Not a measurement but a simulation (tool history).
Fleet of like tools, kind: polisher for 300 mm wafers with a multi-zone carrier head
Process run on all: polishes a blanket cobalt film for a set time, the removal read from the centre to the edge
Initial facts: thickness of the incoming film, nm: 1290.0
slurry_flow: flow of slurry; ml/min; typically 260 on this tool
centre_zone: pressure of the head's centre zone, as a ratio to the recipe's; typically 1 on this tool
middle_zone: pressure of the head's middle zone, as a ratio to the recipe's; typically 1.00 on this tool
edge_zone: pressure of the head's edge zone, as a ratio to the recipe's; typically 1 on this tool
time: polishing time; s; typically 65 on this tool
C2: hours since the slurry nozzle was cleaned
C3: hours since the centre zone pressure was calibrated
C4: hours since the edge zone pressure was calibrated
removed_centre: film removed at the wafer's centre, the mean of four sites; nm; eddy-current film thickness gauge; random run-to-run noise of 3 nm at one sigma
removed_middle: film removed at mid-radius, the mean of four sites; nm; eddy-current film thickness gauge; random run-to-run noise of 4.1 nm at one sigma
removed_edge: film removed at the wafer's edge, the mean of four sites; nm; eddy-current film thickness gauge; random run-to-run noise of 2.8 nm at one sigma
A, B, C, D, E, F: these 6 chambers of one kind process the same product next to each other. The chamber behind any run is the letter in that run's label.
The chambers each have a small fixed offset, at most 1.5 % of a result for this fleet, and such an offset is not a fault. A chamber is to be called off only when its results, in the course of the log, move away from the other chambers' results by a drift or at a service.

-- day=0.117 chamber C: worn pad replaced by a new one
run 1E day=0.271 | slurry_flow=260 centre_zone=1 middle_zone=1.00 edge_zone=1 time=65 | wafers_polished_on_this_pad=528 C2=99.0 C3=386.4 C4=111.4 | removed_centre=283.96 removed_middle=288.79 removed_edge=281.93
run 2D day=0.479 | slurry_flow=260 centre_zone=1 middle_zone=1.00 edge_zone=1 time=65 | wafers_polished_on_this_pad=783 C2=126.1 C3=183.6 C4=18.8 | removed_centre=278.60 removed_middle=289.34 removed_edge=282.54
-- day=0.512 chamber B: edge zone pressure recalibrated
run 3F day=0.854 | slurry_flow=260 centre_zone=1 middle_zone=1.00 edge_zone=1 time=65 | wafers_polished_on_this_pad=1047 C2=427.2 C3=290.6 C4=132.4 | removed_centre=282.22 removed_middle=289.61 removed_edge=284.19
-- day=0.888 chamber F: worn pad replaced by a new one
-- day=1.121 chamber E: worn pad replaced by a new one
run 4C day=1.258 | slurry_flow=260 centre_zone=1 middle_zone=1.00 edge_zone=1 time=65 | wafers_polished_on_this_pad=321 C2=216.7 C3=1115.8 C4=847.2 | removed_centre=284.25 removed_middle=276.80 removed_edge=287.02
-- day=1.321 chamber C: edge zone pressure recalibrated
run 5A day=1.533 | slurry_flow=260 centre_zone=1 middle_zone=1.00 edge_zone=1 time=65 | wafers_polished_on_this_pad=924 C2=189.5 C3=532.6 C4=440.7 | removed_centre=285.65 removed_middle=280.79 removed_edge=283.50
-- day=1.708 chamber A: worn pad replaced by a new one
run 6B day=1.875 | slurry_flow=260 centre_zone=1 middle_zone=1.00 edge_zone=1 time=65 | wafers_polished_on_this_pad=1047 C2=584.0 C3=282.3 C4=32.8 | removed_centre=278.39 removed_middle=280.88 removed_edge=282.85
-- day=1.921 chamber B: worn pad replaced by a new one
run 7A day=2.279 | slurry_flow=260 centre_zone=1 middle_zone=1.00 edge_zone=1 time=65 | wafers_polished_on_this_pad=160 C2=207.4 C3=550.5 C4=458.6 | removed_centre=284.02 removed_middle=285.05 removed_edge=275.73
-- day=2.404 chamber D: worn pad replaced by a new one
run 8D day=2.533 | slurry_flow=260 centre_zone=1 middle_zone=1.00 edge_zone=1 time=65 | wafers_polished_on_this_pad=36 C2=175.4 C3=232.9 C4=68.1 | removed_centre=283.12 removed_middle=290.84 removed_edge=288.55
run 9F day=2.925 | slurry_flow=260 centre_zone=1 middle_zone=1.00 edge_zone=1 time=65 | wafers_polished_on_this_pad=572 C2=476.9 C3=340.3 C4=182.1 | removed_centre=276.35 removed_middle=289.86 removed_edge=280.45
-- day=2.996 chamber C: worn pad replaced by a new one
run 10C day=3.371 | slurry_flow=260 centre_zone=1 middle_zone=1.00 edge_zone=1 time=65 | wafers_polished_on_this_pad=106 C2=267.4 C3=1166.5 C4=49.3 | removed_centre=284.38 removed_middle=281.04 removed_edge=284.54
run 11E day=3.667 | slurry_flow=260 centre_zone=1 middle_zone=1.00 edge_zone=1 time=65 | wafers_polished_on_this_pad=715 C2=180.5 C3=467.9 C4=192.9 | removed_centre=288.73 removed_middle=274.69 removed_edge=289.09
run 12B day=4.046 | slurry_flow=260 centre_zone=1 middle_zone=1.00 edge_zone=1 time=65 | wafers_polished_on_this_pad=598 C2=636.1 C3=334.4 C4=84.9 | removed_centre=281.83 removed_middle=272.58 removed_edge=285.62
-- day=4.154 chamber E: worn pad replaced by a new one
run 13D day=4.388 | slurry_flow=260 centre_zone=1 middle_zone=1.00 edge_zone=1 time=65 | wafers_polished_on_this_pad=557 C2=219.9 C3=277.4 C4=112.6 | removed_centre=283.28 removed_middle=282.02 removed_edge=282.82
run 14A day=4.596 | slurry_flow=260 centre_zone=1 middle_zone=1.00 edge_zone=1 time=65 | wafers_polished_on_this_pad=811 C2=263.0 C3=606.1 C4=514.2 | removed_centre=277.51 removed_middle=280.21 removed_edge=281.06
-- day=4.621 chamber F: worn pad replaced by a new one
-- day=4.742 chamber F: slurry nozzle cleaned
run 15E day=5.012 | slurry_flow=260 centre_zone=1 middle_zone=1.00 edge_zone=1 time=65 | wafers_polished_on_this_pad=241 C2=212.8 C3=500.2 C4=225.2 | removed_centre=284.51 removed_middle=284.33 removed_edge=284.19
run 16F day=5.312 | slurry_flow=260 centre_zone=1 middle_zone=1.00 edge_zone=1 time=83 | wafers_polished_on_this_pad=194 C2=13.7 C3=397.6 C4=239.4 | removed_centre=355.91 removed_middle=368.83 removed_edge=359.80
-- day=5.483 chamber A: worn pad replaced by a new one
run 17B day=5.525 | slurry_flow=260 centre_zone=1 middle_zone=1.00 edge_zone=1 time=83 | wafers_polished_on_this_pad=1013 C2=671.6 C3=369.9 C4=120.4 | removed_centre=357.18 removed_middle=348.58 removed_edge=360.51
-- day=5.658 chamber B: worn pad replaced by a new one
run 18C day=5.812 | slurry_flow=260 centre_zone=1 middle_zone=1.00 edge_zone=1 time=83 | wafers_polished_on_this_pad=792 C2=326.0 C3=1225.1 C4=107.9 | removed_centre=368.24 removed_middle=354.45 removed_edge=371.59
-- day=5.954 chamber C: worn pad replaced by a new one
-- day=6.092 chamber D: slurry nozzle cleaned
run 19F day=6.104 | slurry_flow=260 centre_zone=1 middle_zone=1.00 edge_zone=1 time=83 | wafers_polished_on_this_pad=417 C2=32.7 C3=416.6 C4=258.4 | removed_centre=357.76 removed_middle=371.78 removed_edge=362.05
run 20D day=6.512 | slurry_flow=260 centre_zone=1 middle_zone=1.00 edge_zone=1 time=83 | wafers_polished_on_this_pad=1155 C2=10.1 C3=328.4 C4=163.6 | removed_centre=362.89 removed_middle=361.10 removed_edge=365.88
run 21C day=6.833 | slurry_flow=260 centre_zone=1 middle_zone=1.00 edge_zone=1 time=83 | wafers_polished_on_this_pad=247 C2=350.5 C3=1249.6 C4=132.4 | removed_centre=370.81 removed_middle=354.81 removed_edge=361.96
run 22E day=7.083 | slurry_flow=260 centre_zone=1 middle_zone=1.00 edge_zone=1 time=65 | wafers_polished_on_this_pad=823 C2=262.5 C3=549.9 C4=274.9 | removed_centre=285.19 removed_middle=276.56 removed_edge=285.06
-- day=7.154 chamber E: worn pad replaced by a new one
-- day=7.183 chamber D: worn pad replaced by a new one
run 23A day=7.438 | slurry_flow=260 centre_zone=1 middle_zone=1.00 edge_zone=1 time=65 | wafers_polished_on_this_pad=549 C2=331.2 C3=674.3 C4=582.4 | removed_centre=283.81 removed_middle=290.51 removed_edge=282.60
run 24B day=7.858 | slurry_flow=260 centre_zone=1 middle_zone=1.00 edge_zone=1 time=65 | wafers_polished_on_this_pad=618 C2=727.6 C3=425.9 C4=176.4 | removed_centre=282.35 removed_middle=284.74 removed_edge=284.81
-- day=8.058 chamber F: edge zone pressure recalibrated
run 25F day=8.279 | slurry_flow=260 centre_zone=1 middle_zone=1.00 edge_zone=1 time=65 | wafers_polished_on_this_pad=1028 C2=84.9 C3=468.8 C4=5.4 | removed_centre=281.26 removed_middle=284.58 removed_edge=283.35
-- day=8.417 chamber F: worn pad replaced by a new one
run 26E day=8.529 | slurry_flow=260 centre_zone=1 middle_zone=1.00 edge_zone=1 time=65 | wafers_polished_on_this_pad=386 C2=297.2 C3=584.6 C4=309.6 | removed_centre=281.53 removed_middle=278.85 removed_edge=287.94
-- day=8.588 chamber C: worn pad replaced by a new one
run 27D day=8.829 | slurry_flow=260 centre_zone=1 middle_zone=1.00 edge_zone=1 time=65 | wafers_polished_on_this_pad=463 C2=65.7 C3=384.0 C4=219.2 | removed_centre=288.41 removed_middle=279.53 removed_edge=284.06
run 28B day=9.025 | slurry_flow=260 centre_zone=1 middle_zone=1.00 edge_zone=1 time=65 | wafers_polished_on_this_pad=946 C2=755.6 C3=453.9 C4=204.4 | removed_centre=281.81 removed_middle=278.99 removed_edge=282.67
-- day=9.192 chamber A: worn pad replaced by a new one
run 29C day=9.429 | slurry_flow=260 centre_zone=1 middle_zone=1.00 edge_zone=1 time=65 | wafers_polished_on_this_pad=237 C2=412.8 C3=1311.9 C4=194.7 | removed_centre=284.19 removed_middle=284.34 removed_edge=283.12
-- day=9.817 chamber E: worn pad replaced by a new one
run 30A day=9.846 | slurry_flow=260 centre_zone=1 middle_zone=1.00 edge_zone=1 time=65 | wafers_polished_on_this_pad=184 C2=389.0 C3=732.1 C4=640.2 | removed_centre=277.69 removed_middle=290.04 removed_edge=281.20
-- day=9.950 chamber B: worn pad replaced by a new one
-- day=10.029 chamber B: slurry nozzle cleaned
run 31A day=10.138 | slurry_flow=260 centre_zone=1 middle_zone=1.00 edge_zone=1 time=65 | wafers_polished_on_this_pad=266 C2=396.0 C3=739.1 C4=647.2 | removed_centre=281.79 removed_middle=280.43 removed_edge=274.74
-- day=10.308 chamber C: centre zone pressure recalibrated
run 32E day=10.333 | slurry_flow=260 centre_zone=1 middle_zone=0.92 edge_zone=1 time=65 | wafers_polished_on_this_pad=146 C2=340.5 C3=627.9 C4=352.9 | removed_centre=283.54 removed_middle=260.91 removed_edge=287.40
run 33F day=10.742 | slurry_flow=260 centre_zone=1 middle_zone=0.92 edge_zone=1 time=65 | wafers_polished_on_this_pad=654 C2=144.0 C3=527.9 C4=64.5 | removed_centre=278.31 removed_middle=257.85 removed_edge=282.19
run 34C day=10.988 | slurry_flow=260 centre_zone=1 middle_zone=0.92 edge_zone=1 time=65 | wafers_polished_on_this_pad=675 C2=450.2 C3=16.4 C4=232.1 | removed_centre=286.70 removed_middle=267.35 removed_edge=284.00
-- day=11.300 chamber D: worn pad replaced by a new one
-- day=11.354 chamber A: slurry nozzle cleaned
run 35B day=11.375 | slurry_flow=260 centre_zone=1 middle_zone=0.92 edge_zone=1 time=65 | wafers_polished_on_this_pad=400 C2=32.3 C3=510.3 C4=260.8 | removed_centre=283.34 removed_middle=254.95 removed_edge=287.96
-- day=11.512 chamber F: worn pad replaced by a new one
-- day=11.604 chamber C: worn pad replaced by a new one
run 36D day=11.667 | slurry_flow=260 centre_zone=1 middle_zone=0.92 edge_zone=1 time=65 | wafers_polished_on_this_pad=103 C2=133.8 C3=452.1 C4=287.3 | removed_centre=281.28 removed_middle=261.82 removed_edge=284.42
run 37B day=11.888 | slurry_flow=260 centre_zone=1 middle_zone=0.92 edge_zone=1 time=65 | wafers_polished_on_this_pad=544 C2=44.6 C3=522.6 C4=273.1 | removed_centre=276.70 removed_middle=256.47 removed_edge=283.49
run 38D day=12.325 | slurry_flow=260 centre_zone=1 middle_zone=1.00 edge_zone=1 time=65 | wafers_polished_on_this_pad=288 C2=149.6 C3=467.9 C4=303.1 | removed_centre=284.96 removed_middle=283.73 removed_edge=286.10
-- day=12.388 chamber E: worn pad replaced by a new one
run 39C day=12.746 | slurry_flow=260 centre_zone=1 middle_zone=1.00 edge_zone=1 time=65 | wafers_polished_on_this_pad=321 C2=492.4 C3=58.6 C4=274.3 | removed_centre=281.07 removed_middle=278.57 removed_edge=281.83
-- day=13.025 chamber A: worn pad replaced by a new one
run 40A day=13.146 | slurry_flow=260 centre_zone=1 middle_zone=1.00 edge_zone=1 time=65 | wafers_polished_on_this_pad=34 C2=43.1 C3=811.3 C4=719.4 | removed_centre=280.89 removed_middle=280.59 removed_edge=280.63
run 41E day=13.471 | slurry_flow=290 centre_zone=1 middle_zone=1.04 edge_zone=1 time=65 | wafers_polished_on_this_pad=305 C2=415.8 C3=703.2 C4=428.2 | removed_centre=286.71 removed_middle=302.38 removed_edge=279.64
run 42F day=13.817 | slurry_flow=290 centre_zone=1 middle_zone=1.04 edge_zone=1 time=65 | wafers_polished_on_this_pad=647 C2=217.8 C3=601.7 C4=138.3 | removed_centre=281.62 removed_middle=299.67 removed_edge=282.42
run 43F day=14.021 | slurry_flow=290 centre_zone=1 middle_zone=1.04 edge_zone=1 time=65 | wafers_polished_on_this_pad=705 C2=222.7 C3=606.6 C4=143.2 | removed_centre=278.59 removed_middle=301.79 removed_edge=288.58
run 44E day=14.354 | slurry_flow=290 centre_zone=1 middle_zone=1.04 edge_zone=1 time=65 | wafers_polished_on_this_pad=553 C2=437.0 C3=724.4 C4=449.4 | removed_centre=291.36 removed_middle=298.20 removed_edge=284.63

Next, every chamber runs the same settings. What will each give?
run 45A day=14.675 | slurry_flow=260 centre_zone=1 middle_zone=1.00 edge_zone=1 time=65 | removed_centre=? removed_middle=? removed_edge=?
run 45B day=14.675 | slurry_flow=260 centre_zone=1 middle_zone=1.00 edge_zone=1 time=65 | removed_centre=? removed_middle=? removed_edge=?
run 45C day=14.675 | slurry_flow=260 centre_zone=1 middle_zone=1.00 edge_zone=1 time=65 | removed_centre=? removed_middle=? removed_edge=?
run 45D day=14.675 | slurry_flow=260 centre_zone=1 middle_zone=1.00 edge_zone=1 time=65 | removed_centre=? removed_middle=? removed_edge=?
run 45E day=14.675 | slurry_flow=260 centre_zone=1 middle_zone=1.00 edge_zone=1 time=65 | removed_centre=? removed_middle=? removed_edge=?
run 45F day=14.675 | slurry_flow=260 centre_zone=1 middle_zone=1.00 edge_zone=1 time=65 | removed_centre=? removed_middle=? removed_edge=?

run=45A removed_centre=286.23 removed_middle=279.47 removed_edge=284.30
run=45B removed_centre=283.98 removed_middle=278.48 removed_edge=282.50
run=45C removed_centre=276.72 removed_middle=277.35 removed_edge=283.92
run=45D removed_centre=284.03 removed_middle=283.12 removed_edge=281.95
run=45E removed_centre=283.12 removed_middle=283.03 removed_edge=282.74
run=45F removed_centre=278.07 removed_middle=285.95 removed_edge=282.49

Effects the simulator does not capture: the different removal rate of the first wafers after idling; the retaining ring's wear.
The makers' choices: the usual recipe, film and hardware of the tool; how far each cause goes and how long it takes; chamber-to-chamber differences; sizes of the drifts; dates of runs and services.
